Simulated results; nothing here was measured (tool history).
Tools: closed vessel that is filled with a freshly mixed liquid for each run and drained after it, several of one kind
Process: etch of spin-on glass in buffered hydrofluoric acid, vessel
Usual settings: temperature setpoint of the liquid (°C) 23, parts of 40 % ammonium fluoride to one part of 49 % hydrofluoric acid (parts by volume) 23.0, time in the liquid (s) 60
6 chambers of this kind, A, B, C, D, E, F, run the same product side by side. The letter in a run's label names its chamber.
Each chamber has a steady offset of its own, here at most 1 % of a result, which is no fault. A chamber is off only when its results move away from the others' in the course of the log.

run	hour	temperature setpoint of the liquid (°C)	parts of 40 % ammonium fluoride to one part of 49 % hydrofluoric acid (parts by volume)	time in the liquid (s)	read-back film thickness of the spin-on glass reference wafer, read on the same gauge (nm)	thickness taken off the spin-on glass on a monitor wafer (nm)
1D	6.0	23	23.0	60	129.99	123.430
2C	13.3	23	23.0	60	129.95	122.600
3A	18.0	23	23.0	60	130.00	121.970
4F	23.5	23	23.0	60	129.98	122.260
5E	28.0	23	23.0	60	129.99	122.490
6B	33.7	23	23.0	60	129.99	123.250
7F	39.1	23	23.0	60	130.02	123.400
8B	42.8	23	16.0	85	130.00	235.450
9D	49.4	23	16.0	85	130.00	240.950
10A	53.4	23	16.0	85	129.96	234.330
11C	58.2	23	16.0	85	129.98	230.700
12E	64.8	23	16.0	85	129.99	237.420
13E	68.8	23	16.0	85	129.99	236.050
14F	72.7	23	23.0	60	129.99	124.770
15A	78.7	23	23.0	60	130.02	123.080
16C	83.7	23	23.0	60	130.01	122.190
17D	90.4	23	23.0	60	130.01	123.030
18B	94.1	23	23.0	60	130.00	121.910
19D	99.1	23	17.5	30	129.98	77.910
20A	103.9	23	17.5	30	129.99	79.811
21E	108.8	23	17.5	30	130.00	76.746
22B	116.3	23	17.5	30	130.01	75.482
23F	120.6	23	17.5	30	130.00	79.015
24C	127.1	23	17.5	30	130.00	75.643
25A	133.4	23	23.0	60	130.01	129.580
26C	139.0	23	23.0	60	129.99	120.770
27B	142.6	23	23.0	60	129.98	121.590
28F	148.9	23	23.0	60	129.98	122.540
29E	154.5	23	23.0	60	130.02	120.590
30D	158.5	26	23.0	40	130.02	95.469
31D	162.8	26	23.0	40	130.04	95.652
32A	170.0	26	23.0	40	130.01	102.810
33C	176.9	26	23.0	40	130.02	95.185
34E	182.3	26	23.0	40	129.97	96.515
35B	186.0	26	23.0	40	129.97	95.927
36F	193.0	23	23.0	60	129.97	123.800
37F	199.1	23	23.0	60	130.02	122.760
38D	204.4	23	23.0	60	130.01	123.070
39C	209.1	23	23.0	60	130.01	123.180

Next, every chamber runs the same settings. What will each give?
40A	214.5	23	23.0	60		?
40B	214.5	23	23.0	60		?
40C	214.5	23	23.0	60		?
40D	214.5	23	23.0	60		?
40E	214.5	23	23.0	60		?
40F	214.5	23	23.0	60		?

run	thickness taken off the spin-on glass on a monitor wafer (nm)
40A	137.260
40B	121.850
40C	121.180
40D	123.790
40E	121.620
40F	125.360

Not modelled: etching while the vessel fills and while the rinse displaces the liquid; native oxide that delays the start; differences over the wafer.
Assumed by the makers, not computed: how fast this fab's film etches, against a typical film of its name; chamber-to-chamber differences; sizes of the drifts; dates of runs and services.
